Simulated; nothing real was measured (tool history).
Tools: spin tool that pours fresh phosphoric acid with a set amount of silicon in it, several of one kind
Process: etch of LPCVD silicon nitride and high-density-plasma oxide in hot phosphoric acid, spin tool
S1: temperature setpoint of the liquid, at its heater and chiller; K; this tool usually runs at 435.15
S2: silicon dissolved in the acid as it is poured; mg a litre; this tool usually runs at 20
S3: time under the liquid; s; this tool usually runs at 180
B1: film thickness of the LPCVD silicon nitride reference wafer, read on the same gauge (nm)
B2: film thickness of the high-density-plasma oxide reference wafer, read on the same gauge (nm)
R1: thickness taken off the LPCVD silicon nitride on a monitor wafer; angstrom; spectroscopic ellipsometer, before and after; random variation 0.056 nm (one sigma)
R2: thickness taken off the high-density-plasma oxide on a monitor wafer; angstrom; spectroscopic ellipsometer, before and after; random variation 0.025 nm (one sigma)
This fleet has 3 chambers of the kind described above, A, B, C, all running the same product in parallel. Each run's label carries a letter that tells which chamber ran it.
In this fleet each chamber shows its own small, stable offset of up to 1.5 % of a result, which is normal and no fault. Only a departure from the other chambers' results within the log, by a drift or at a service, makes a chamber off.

{"run": "1C", "hour": 6.1, "S1": 435.15, "S2": 20, "S3": 180, "B1": 140.02, "B2": 30.019, "R1": 161.68, "R2": 3.83}
{"run": "2B", "hour": 11.3, "S1": 435.15, "S2": 20, "S3": 180, "B1": 140.02, "B2": 29.949, "R1": 157.98, "R2": 4.2736}
{"run": "3A", "hour": 16.3, "S1": 435.15, "S2": 20, "S3": 180, "B1": 140.02, "B2": 30.019, "R1": 159.54, "R2": 4.5764}
{"run": "4B", "hour": 19.1, "S1": 435.15, "S2": 20, "S3": 180, "B1": 139.99, "B2": 30.007, "R1": 156.94, "R2": 4.0696}
{"run": "5A", "hour": 24.3, "S1": 435.15, "S2": 20, "S3": 180, "B1": 140, "B2": 29.989, "R1": 159.63, "R2": 4.3622}
{"run": "6C", "hour": 29.8, "S1": 435.15, "S2": 20, "S3": 180, "B1": 140.02, "B2": 29.99, "R1": 161, "R2": 4.2825}
{"run": "7A", "hour": 35.1, "S1": 435.15, "S2": 20, "S3": 180, "B1": 140.01, "B2": 29.965, "R1": 159.88, "R2": 3.9758}
{"run": "8C", "hour": 41.0, "S1": 435.15, "S2": 20, "S3": 180, "B1": 140.06, "B2": 29.983, "R1": 161.97, "R2": 3.8879}
{"run": "9B", "hour": 46.0, "S1": 435.15, "S2": 20, "S3": 245, "B1": 140.01, "B2": 30.002, "R1": 214.01, "R2": 5.9455}
{"run": "10B", "hour": 51.0, "S1": 435.15, "S2": 20, "S3": 245, "B1": 140.02, "B2": 29.972, "R1": 214.25, "R2": 5.9404}
{"run": "11A", "hour": 55.0, "S1": 435.15, "S2": 20, "S3": 245, "B1": 140, "B2": 30.006, "R1": 218.2, "R2": 6.045}
{"run": "12C", "hour": 61.5, "S1": 435.15, "S2": 20, "S3": 180, "B1": 139.97, "B2": 30.02, "R1": 161.55, "R2": 4.042}
{"run": "13B", "hour": 65.7, "S1": 435.15, "S2": 20, "S3": 180, "B1": 140.02, "B2": 30.004, "R1": 157.5, "R2": 4.4502}
{"run": "14C", "hour": 71.2, "S1": 435.15, "S2": 20, "S3": 180, "B1": 140, "B2": 29.986, "R1": 161.07, "R2": 4.2252}
{"run": "15A", "hour": 74.5, "S1": 433.65, "S2": 20, "S3": 180, "B1": 140, "B2": 29.993, "R1": 152.99, "R2": 4.0431}
{"run": "16A", "hour": 77.3, "S1": 433.65, "S2": 20, "S3": 180, "B1": 140.01, "B2": 30, "R1": 151.2, "R2": 3.9904}
{"run": "17B", "hour": 82.7, "S1": 433.65, "S2": 20, "S3": 180, "B1": 140.01, "B2": 30.002, "R1": 150.14, "R2": 3.8021}
{"run": "18C", "hour": 89.2, "S1": 435.15, "S2": 20, "S3": 180, "B1": 140.04, "B2": 29.971, "R1": 161.87, "R2": 4.2353}
{"run": "19B", "hour": 92.1, "S1": 435.15, "S2": 20, "S3": 180, "B1": 140.01, "B2": 30.008, "R1": 158.9, "R2": 4.3598}
{"run": "20A", "hour": 97.5, "S1": 435.15, "S2": 20, "S3": 180, "B1": 140.02, "B2": 30.017, "R1": 159.86, "R2": 3.9994}
{"run": "21C", "hour": 101.4, "S1": 435.15, "S2": 20, "S3": 180, "B1": 140, "B2": 30.002, "R1": 161.08, "R2": 4.0117}
{"run": "22C", "hour": 107.8, "S1": 435.15, "S2": 20, "S3": 180, "B1": 139.97, "B2": 30.047, "R1": 161.64, "R2": 4.1318}
{"run": "23A", "hour": 110.8, "S1": 435.15, "S2": 20, "S3": 180, "B1": 140.03, "B2": 29.99, "R1": 159.93, "R2": 4.0047}
{"run": "24B", "hour": 114.9, "S1": 435.15, "S2": 20, "S3": 180, "B1": 140, "B2": 29.961, "R1": 157.53, "R2": 4.4475}
{"run": "25A", "hour": 118.0, "S1": 435.15, "S2": 20, "S3": 180, "B1": 140.04, "B2": 30.004, "R1": 158.81, "R2": 4.4756}
{"run": "26B", "hour": 124.4, "S1": 435.15, "S2": 20, "S3": 180, "B1": 140.01, "B2": 30.041, "R1": 158.07, "R2": 4.5241}
{"run": "27C", "hour": 128.2, "S1": 435.15, "S2": 20, "S3": 180, "B1": 139.93, "B2": 29.954, "R1": 160.9, "R2": 4.4221}
{"run": "28C", "hour": 134.2, "S1": 435.15, "S2": 20, "S3": 180, "B1": 139.96, "B2": 30.006, "R1": 161.51, "R2": 4.2131}
{"run": "29A", "hour": 138.8, "S1": 435.15, "S2": 20, "S3": 180, "B1": 140.02, "B2": 30.019, "R1": 158.05, "R2": 3.7393}
{"run": "30B", "hour": 143.1, "S1": 435.15, "S2": 20, "S3": 180, "B1": 139.97, "B2": 30.018, "R1": 157.99, "R2": 4.7346}
{"run": "31C", "hour": 147.5, "S1": 435.15, "S2": 20, "S3": 180, "B1": 139.99, "B2": 29.994, "R1": 160.4, "R2": 4.1985}
{"run": "32B", "hour": 150.8, "S1": 435.15, "S2": 20, "S3": 180, "B1": 139.98, "B2": 30.006, "R1": 157.91, "R2": 4.3751}
{"run": "33A", "hour": 153.8, "S1": 435.15, "S2": 20, "S3": 180, "B1": 140.05, "B2": 30.016, "R1": 160.19, "R2": 4.31}

Which is it: a chamber that has drifted or been left off by a service, a gauge drift common to all chambers, or only each chamber's usual small offset? If a chamber is off, name it and its likeliest cause.

All chambers stay in line apart from their small fixed offsets, and the gauge does not drift.
